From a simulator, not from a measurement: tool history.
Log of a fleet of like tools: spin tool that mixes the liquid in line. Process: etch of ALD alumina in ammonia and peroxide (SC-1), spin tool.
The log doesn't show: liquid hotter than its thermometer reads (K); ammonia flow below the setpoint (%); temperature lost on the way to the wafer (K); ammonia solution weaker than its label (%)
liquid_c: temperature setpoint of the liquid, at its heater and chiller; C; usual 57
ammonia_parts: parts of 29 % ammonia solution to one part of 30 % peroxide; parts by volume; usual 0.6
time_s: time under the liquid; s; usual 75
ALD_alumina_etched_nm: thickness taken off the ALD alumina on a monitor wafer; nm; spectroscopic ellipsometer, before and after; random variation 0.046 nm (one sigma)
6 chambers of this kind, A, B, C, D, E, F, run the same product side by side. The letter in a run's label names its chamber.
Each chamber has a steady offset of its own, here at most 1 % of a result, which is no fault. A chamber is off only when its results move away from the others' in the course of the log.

run,hour,liquid_c,ammonia_parts,time_s,hours since the thermometer was replaced,hours since the ammonia flow meter was replaced,hours since the heated supply line was repaired,hours since the drum of ammonia solution was connected,"read-back film thickness of the ALD alumina reference wafer, read on the same gauge (nm)",ALD_alumina_etched_nm
1F,9.2,57,0.6,75,564.9,989.7,2657.8,229.3,70.026,5.2424
2C,18.4,57,0.6,75,360.4,1845.9,737.9,43.3,69.998,5.3359
3A,29.5,57,0.6,75,2005.0,1006.5,950.5,78.2,69.970,5.4192
4E,38.7,57,0.6,75,589.4,1521.4,364.1,336.7,70.011,5.2155
# hour 45.6: chamber A: thermometer replaced
5D,46.3,57,0.6,75,1727.6,620.5,481.3,580.4,70.000,5.3030
6B,53.9,57,0.6,75,569.2,608.9,493.6,1051.7,69.996,5.4358
7F,61.7,61,0.6,75,617.4,1042.2,2710.3,281.8,69.985,6.5412
8E,71.8,61,0.6,75,622.5,1554.5,397.2,369.8,70.003,6.5101
9C,80.0,61,0.6,75,422.0,1907.5,799.5,104.9,69.965,6.6411
10A,85.7,61,0.6,75,40.2,1062.7,1006.7,134.4,70.046,6.5003
11B,92.8,61,0.6,75,608.1,647.8,532.5,1090.6,69.952,6.5878
12D,103.9,61,0.6,75,1785.2,678.1,538.9,638.0,69.988,6.6387
13A,112.6,57,0.7,110,67.1,1089.6,1033.6,161.3,70.014,7.8288
14C,123.2,57,0.7,110,465.2,1950.7,842.7,148.1,69.964,7.9174
15F,133.3,57,0.7,110,689.0,1113.8,2781.9,353.4,69.972,7.8989
# hour 136.1: chamber B: ammonia flow meter replaced
16E,144.2,57,0.7,110,694.9,1626.9,469.6,442.2,69.959,7.9637
# hour 148.9: chamber D: new drum of ammonia solution connected
17B,149.7,57,0.7,110,665.0,13.6,589.4,1147.5,69.988,8.0221
# hour 150.5: chamber C: new drum of ammonia solution connected
18D,159.8,57,0.7,110,1841.1,734.0,594.8,11.0,69.993,7.9458
19B,167.4,57,0.6,75,682.7,31.3,607.1,1165.2,70.012,5.3253
# hour 171.2: chamber F: heated supply line repaired
20E,177.5,57,0.6,100,728.2,1660.2,502.9,475.5,69.993,7.1392
21F,184.3,57,0.6,100,740.0,1164.8,13.2,404.4,69.963,7.0516
22D,193.8,57,0.6,100,1875.1,768.0,628.8,45.0,70.009,7.0935
23C,203.2,57,0.6,100,545.2,2030.7,922.7,52.8,69.988,7.1836
# hour 206.7: chamber F: new drum of ammonia solution connected
24A,213.0,57,0.6,100,167.5,1190.0,1134.0,261.7,70.009,6.8497
25B,220.9,57,0.6,100,736.2,84.8,660.6,1218.7,70.047,7.1016
26F,227.5,57,0.6,75,783.2,1208.0,56.4,20.8,70.042,5.2889
27C,237.4,66,0.5,75,579.4,2064.9,956.9,87.0,70.002,8.2795
28A,245.3,66,0.5,75,199.8,1222.3,1166.3,294.0,69.989,7.9144
# hour 246.5: chamber C: ammonia flow meter replaced
# hour 248.7: chamber D: thermometer replaced
29D,251.6,66,0.5,75,2.9,825.8,686.6,102.8,69.968,8.2674
30E,261.3,66,0.5,75,812.0,1744.0,586.7,559.3,70.044,8.1840
31F,269.4,66,0.5,75,825.1,1249.9,98.3,62.7,70.014,8.3111
32A,280.6,66,0.5,75,235.1,1257.6,1201.6,329.3,70.019,7.7942
33E,290.2,57,0.6,75,840.9,1772.9,615.6,588.2,69.970,5.2735
# hour 298.4: chamber C: heated supply line repaired
# hour 298.7: chamber F: ammonia flow meter replaced
34D,299.7,57,0.6,75,51.0,873.9,734.7,150.9,69.997,5.3234
# hour 304.8: chamber B: new drum of ammonia solution connected
35C,310.4,57,0.6,75,652.4,63.9,12.0,160.0,70.023,5.3286
36B,317.5,57,0.6,55,832.8,181.4,757.2,12.7,69.995,3.9177
37D,324.5,57,0.6,55,75.8,898.7,759.5,175.7,69.991,3.8978
38F,333.4,57,0.6,55,889.1,34.7,162.3,126.7,70.043,3.9912
39B,343.1,57,0.6,55,858.4,207.0,782.8,38.3,69.982,3.9232
40E,352.0,57,0.6,55,902.7,1834.7,677.4,650.0,70.003,3.8967
41C,361.0,57,0.6,55,703.0,114.5,62.6,210.6,70.026,3.9286
42A,367.5,57,0.6,50,322.0,1344.5,1288.5,416.2,69.931,3.2165
43D,375.8,57,0.6,50,127.1,950.0,810.8,227.0,70.032,3.5179
# hour 380.2: chamber E: ammonia flow meter replaced
44E,383.5,57,0.6,50,934.2,3.3,708.9,681.5,70.012,3.5300

Is one chamber off against the others, does the gauge drift, or is nothing wrong? If a chamber is off, say which, and what the likeliest cause is.

Chamber A drifts away from the others.
Cause: temperature lost on the way to the wafer (K) = 1.79.

Here are 4 candidates for chamber A's next run, each the usual settings with a change, their results left as question marks. Which one brings its results back in line with what the others give on the usual settings?
In line means no further than this from the other chambers' mean on the usual settings: ALD_alumina_etched_nm 0.1600 nm
45A-1,391.7,54.0,0.6,75,,,,,,?
45A-2,391.7,57.5,0.6,80,,,,,,?
45A-3,391.7,60.0,0.6,75,,,,,,?
45A-4,391.7,56.5,0.6,70,,,,,,?

The other chambers' mean on the usual settings: ALD_alumina_etched_nm 5.3362 nm
run,ALD_alumina_etched_nm
45A-1,4.1642
45A-2,5.3424
45A-3,5.6980
45A-4,4.4377
45A-2 brings the chamber back in line.
